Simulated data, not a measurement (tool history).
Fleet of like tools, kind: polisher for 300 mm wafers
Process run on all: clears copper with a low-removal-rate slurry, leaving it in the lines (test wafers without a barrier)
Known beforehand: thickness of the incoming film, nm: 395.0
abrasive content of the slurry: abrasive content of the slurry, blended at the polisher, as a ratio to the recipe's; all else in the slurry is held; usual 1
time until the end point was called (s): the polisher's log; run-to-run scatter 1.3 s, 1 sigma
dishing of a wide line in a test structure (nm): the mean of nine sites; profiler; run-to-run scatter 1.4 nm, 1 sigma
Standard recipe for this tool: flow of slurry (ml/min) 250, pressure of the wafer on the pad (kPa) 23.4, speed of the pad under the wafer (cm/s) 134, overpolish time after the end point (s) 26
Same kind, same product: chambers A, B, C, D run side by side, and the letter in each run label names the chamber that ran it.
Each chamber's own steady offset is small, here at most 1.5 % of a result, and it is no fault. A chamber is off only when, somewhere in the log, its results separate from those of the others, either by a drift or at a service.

run   hour  flow of slurry (ml/min)  pressure of the wafer on the pad (kPa)  speed of the pad under the wafer (cm/s)  abrasive content of the slurry  overpolish time after the end point (s)  wafers polished on this pad  hours since the slurry nozzle was cleaned  hours since the head pressure was calibrated  hours since the slurry blender was calibrated  time until the end point was called (s)  dishing of a wide line in a test structure (nm)
 1A    5.9                      250                                    23.4                                      134                               1                                       26                          303                                       51.8                                         600.1                                          236.5                                   77.968                                           68.892
 2B    9.3                      250                                    23.4                                      134                               1                                       26                          469                                       64.4                                          58.4                                             10                                   74.495                                           69.931
 3C   14.4                      250                                    23.4                                      134                               1                                       26                          665                                      397.8                                          55.1                                          102.4                                   75.631                                           67.997
 4D   18.2                      250                                    23.4                                      134                               1                                       26                          403                                      126.9                                         260.4                                          152.5                                   77.504                                           69.292
 5A   22.5                      250                                    23.4                                      134                               1                                       26                          410                                       68.4                                         616.7                                          253.1                                   77.496                                           66.313
 6D   27.7                      250                                    23.4                                      134                               1                                       26                          464                                      136.4                                         269.9                                            162                                   77.539                                           65.573
 7C     33                      250                                    23.4                                      134                               1                                       26                          785                                      416.4                                          73.7                                            121                                   77.104                                            67.91
 8B   36.2                      250                                    23.4                                      134                               1                                       26                          643                                       91.3                                          85.3                                           36.9                                   78.144                                           70.024
 9A   40.5                      250                                    23.4                                      134                               1                                       26                          526                                       86.4                                         634.7                                          271.1                                   77.761                                           67.536
10D   43.2                      250                                    23.4                                      134                               1                                       26                          565                                      151.9                                         285.4                                          177.5                                   78.435                                           68.376
11C   47.1                      250                                    23.4                                      134                               1                                       26                          876                                      430.5                                          87.8                                          135.1                                   77.059                                           68.006
      49.2  -- chamber B: worn pad replaced by a new one
      50.7  -- chamber D: worn pad replaced by a new one
12B   50.7                      250                                    23.4                                      134                               1                                       26                           10                                      105.8                                          99.8                                           51.4                                   78.334                                           71.957
13C   55.5                      250                                    23.4                                      134                               1                                       26                          930                                      438.9                                          96.2                                          143.5                                   76.412                                           69.098
14B   58.9                      250                                    23.4                                      134                               1                                       26                           62                                        114                                           108                                           59.6                                   76.211                                           71.436
15A   63.6                      250                                    23.4                                      134                               1                                       26                          675                                      109.5                                         657.8                                          294.2                                   77.184                                            68.41
16D   68.6                      250                                    23.4                                      134                               1                                       26                          116                                      177.3                                         310.8                                          202.9                                   77.527                                            70.54
17B   71.7                      250                                    23.4                                      134                               1                                       26                          145                                      126.8                                         120.8                                           72.4                                   77.156                                           68.835
18D   74.5                      250                                    23.4                                      134                               1                                       26                          154                                      183.2                                         316.7                                          208.8                                   78.723                                           70.369
19C   78.9                      250                                    23.4                                      134                               1                                       26                         1081                                      462.3                                         119.6                                          166.9                                   76.383                                           68.103
20A   82.5                      250                                    23.4                                      134                               1                                       26                          797                                      128.4                                         676.7                                          313.1                                   78.646                                           68.101
      86.4  -- chamber A: slurry blender recalibrated
21B   87.6                      250                                    23.4                                      134                               1                                       26                          248                                      142.7                                         136.7                                           88.3                                   78.109                                           68.865
22C   92.5                      250                                    23.4                                      134                               1                                       26                         1169                                      475.9                                         133.2                                          180.5                                   78.193                                           68.705
23D   95.5                      250                                    23.4                                      134                               1                                       26                          289                                      204.2                                         337.7                                          229.8                                   79.574                                           68.015
24A   99.7                      250                                    23.4                                      134                               1                                       26                          908                                      145.6                                         693.9                                           13.3                                   77.385                                           68.808
     100.9  -- chamber C: worn pad replaced by a new one
25A  103.3                      250                                    23.4                                      134                               1                                       26                          931                                      149.2                                         697.5                                           16.9                                    76.98                                           68.551
26D  108.1                      250                                    23.4                                      134                               1                                       26                          371                                      216.8                                         350.3                                          242.4                                   78.219                                           70.389
27B  112.7                      250                                    23.4                                      134                               1                                       26                          410                                      167.8                                         161.8                                          113.4                                    78.57                                           71.066
28C  116.6                      250                                    23.4                                      134                               1                                       26                          101                                        500                                         157.3                                          204.6                                    79.48                                            70.53
29D  119.7                      250                                    23.4                                      134                               1                                       26                          445                                      228.4                                         361.9                                            254                                   77.049                                           67.976
     120.1  -- chamber D: slurry blender recalibrated
30C  122.5                      250                                    23.4                                      134                               1                                       26                          139                                      505.9                                         163.2                                          210.5                                   78.009                                            66.63
31A  126.2                      250                                    23.4                                      134                               1                                       26                         1079                                      172.1                                         720.4                                           39.8                                   77.153                                            68.85
32B  131.1                      250                                    23.4                                      134                               1                                       26                          528                                      186.2                                         180.2                                          131.8                                   79.278                                           68.793
33B  136.8                      250                                    23.4                                      134                               1                                       26                          565                                      191.9                                         185.9                                          137.5                                   78.082                                           68.675
34C  141.1                      250                                    29.6                                      134                               1                                       26                          259                                      524.5                                         181.8                                          229.1                                   60.533                                           78.697
35A  144.3                      250                                    29.6                                      134                               1                                       26                         1196                                      190.2                                         738.5                                           57.9                                   60.959                                           80.436
     145.4  -- chamber D: worn pad replaced by a new one
36D  147.4                      250                                    29.6                                      134                               1                                       26                           13                                      256.1                                         389.6                                           27.3                                   62.309                                           79.688
37C  151.4                      250                                    29.6                                      134                               1                                       26                          325                                      534.8                                         192.1                                          239.4                                   59.267                                           80.973
38A  157.5                      250                                    23.4                                      134                               1                                       26                         1281                                      203.4                                         751.7                                           71.1                                   78.294                                           68.222
     159.7  -- chamber A: worn pad replaced by a new one
39B  160.2                      250                                    23.4                                      134                               1                                       26                          716                                      215.3                                         209.3                                          160.9                                   78.541                                           69.084
     160.6  -- chamber B: worn pad replaced by a new one
40D  164.7                      250                                    23.4                                      134                               1                                       26                          125                                      273.4                                         406.9                                           44.6                                   74.605                                           68.532
41A  167.9                      250                                    23.4                                      134                               1                                       26                           53                                      213.8                                         762.1                                           81.5                                   77.169                                           67.419
     168.3  -- chamber B: slurry nozzle cleaned
42C  173.8                      250                                    23.4                                      134                               1                                       26                          470                                      557.2                                         214.5                                          261.8                                   74.834                                           71.384
43B  179.1                      250                                    23.4                                      134                               1                                       26                          119                                       10.9                                         228.2                                          179.8                                   75.532                                            71.14

The same settings go to every chamber for the next run, one line per chamber below. Forecast the results for each:
44A  183.5                      250                                    23.4                                      134                               1                                       34                                                                                                                                                                                                             ?                                                ?
44B  183.5                      250                                    23.4                                      134                               1                                       34                                                                                                                                                                                                             ?                                                ?
44C  183.5                      250                                    23.4                                      134                               1                                       34                                                                                                                                                                                                             ?                                                ?
44D  183.5                      250                                    23.4                                      134                               1                                       34                                                                                                                                                                                                             ?                                                ?

run  time until the end point was called (s)  dishing of a wide line in a test structure (nm)
44A                                   77.706                                           79.648
44B                                    78.88                                           83.221
44C                                   76.931                                           81.521
44D                                   79.083                                            77.75
